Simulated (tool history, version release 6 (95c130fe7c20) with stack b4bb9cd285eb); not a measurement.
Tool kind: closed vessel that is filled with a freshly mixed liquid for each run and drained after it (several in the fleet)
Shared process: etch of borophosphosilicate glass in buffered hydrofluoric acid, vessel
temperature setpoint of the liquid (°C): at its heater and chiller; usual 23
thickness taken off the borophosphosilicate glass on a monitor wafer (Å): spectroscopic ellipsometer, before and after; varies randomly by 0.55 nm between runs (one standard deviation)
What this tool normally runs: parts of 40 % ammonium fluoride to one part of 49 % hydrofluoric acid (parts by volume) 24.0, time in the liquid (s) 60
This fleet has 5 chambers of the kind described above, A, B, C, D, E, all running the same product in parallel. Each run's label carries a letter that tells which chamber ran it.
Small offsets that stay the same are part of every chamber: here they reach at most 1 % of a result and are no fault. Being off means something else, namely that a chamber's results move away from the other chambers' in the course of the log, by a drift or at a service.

run	day	temperature setpoint of the liquid (°C)	parts of 40 % ammonium fluoride to one part of 49 % hydrofluoric acid (parts by volume)	time in the liquid (s)	read-back film thickness of the borophosphosilicate glass reference wafer, read on the same gauge (nm)	thickness taken off the borophosphosilicate glass on a monitor wafer (Å)
# day 0.308: chamber B: hydrofluoric acid flow meter replaced
1D	0.354	23	24.0	60	59.966	570.39
2E	0.600	23	24.0	60	60.012	574.53
3B	0.796	23	24.0	60	60.022	578.04
4C	1.042	23	24.0	60	59.977	566.85
5A	1.325	23	24.0	60	60.006	571.82
6A	1.675	23	24.0	60	59.991	575.28
7B	1.904	23	24.0	60	59.995	573.28
8D	2.192	23	24.0	60	60.013	573.55
9C	2.392	23	24.0	60	60.052	553.97
10E	2.596	23	24.0	60	60.001	582.66
11B	2.975	23	24.0	60	59.994	566.96
12C	3.296	23	24.0	60	59.978	570.32
13E	3.646	23	24.0	60	59.975	562.95
14A	3.896	23	24.0	60	59.997	572.45
15D	4.217	23	24.0	35	60.008	340.00
16A	4.496	23	24.0	35	60.000	331.19
17D	4.696	23	24.0	35	59.997	331.16
18B	5.046	23	24.0	35	60.013	341.41
19C	5.383	23	24.0	35	59.949	330.17
20E	5.604	23	24.0	60	59.995	575.01
21A	5.925	23	24.0	60	59.982	580.93
22B	6.167	23	24.0	60	59.997	569.29
23D	6.467	23	24.0	60	59.995	564.35
24C	6.775	23	24.0	60	60.018	564.93
25E	7.017	23	24.0	60	59.941	570.03
26B	7.300	23	17.5	60	59.973	748.83
27A	7.688	23	17.5	60	60.006	778.06
28D	8.012	23	17.5	60	60.012	740.76
29E	8.267	23	17.5	60	60.007	748.78
30C	8.646	23	17.5	60	60.009	726.22
31A	9.008	23	24.0	60	59.989	598.03
32C	9.221	23	24.0	60	59.999	565.54
33E	9.562	23	24.0	60	59.992	573.52
34B	9.767	23	24.0	60	60.061	577.57
35D	10.129	23	24.0	60	60.001	568.27
36E	10.479	23	24.0	60	59.973	571.41
37A	10.817	23	24.0	60	60.036	604.66
38C	11.125	23	24.0	60	59.961	576.34
# day 11.279: chamber D: thermometer replaced
39B	11.446	23	24.0	45	59.986	433.59
40D	11.662	23	24.0	45	59.997	425.25

Has any chamber moved away from the others, gradually or after a service, or does the common gauge drift, or do the chambers differ only by their own small steady offsets? State the chamber and the most likely cause if one applies.

It is chamber A that slowly wanders off from its peers.
Cause: liquid hotter than its thermometer reads (K) = 1.42.
From this log alone, it may not be told apart from: hydrofluoric acid flow above the setpoint (%).

Below are 4 candidate recipes for chamber A's next run, each the usual settings with a change, their results shown as question marks. Which of them brings A's results back in line with what the other chambers give on the usual settings?
In-line tolerance around the mean of the other chambers on the usual settings: thickness taken off the borophosphosilicate glass on a monitor wafer (Å) 19.00
41A-1	11.950	23.0	26.5	60		?
41A-2	11.950	24.5	24.0	60		?
41A-3	11.950	23.0	23.5	60		?
41A-4	11.950	23.0	24.5	60		?

The other chambers' mean on the usual settings: thickness taken off the borophosphosilicate glass on a monitor wafer (Å) 571.78
run	thickness taken off the borophosphosilicate glass on a monitor wafer (Å)
41A-1	572.54
41A-2	663.89
41A-3	622.27
41A-4	604.54
41A-1 is the one that brings the chamber's results back in line with the other chambers.

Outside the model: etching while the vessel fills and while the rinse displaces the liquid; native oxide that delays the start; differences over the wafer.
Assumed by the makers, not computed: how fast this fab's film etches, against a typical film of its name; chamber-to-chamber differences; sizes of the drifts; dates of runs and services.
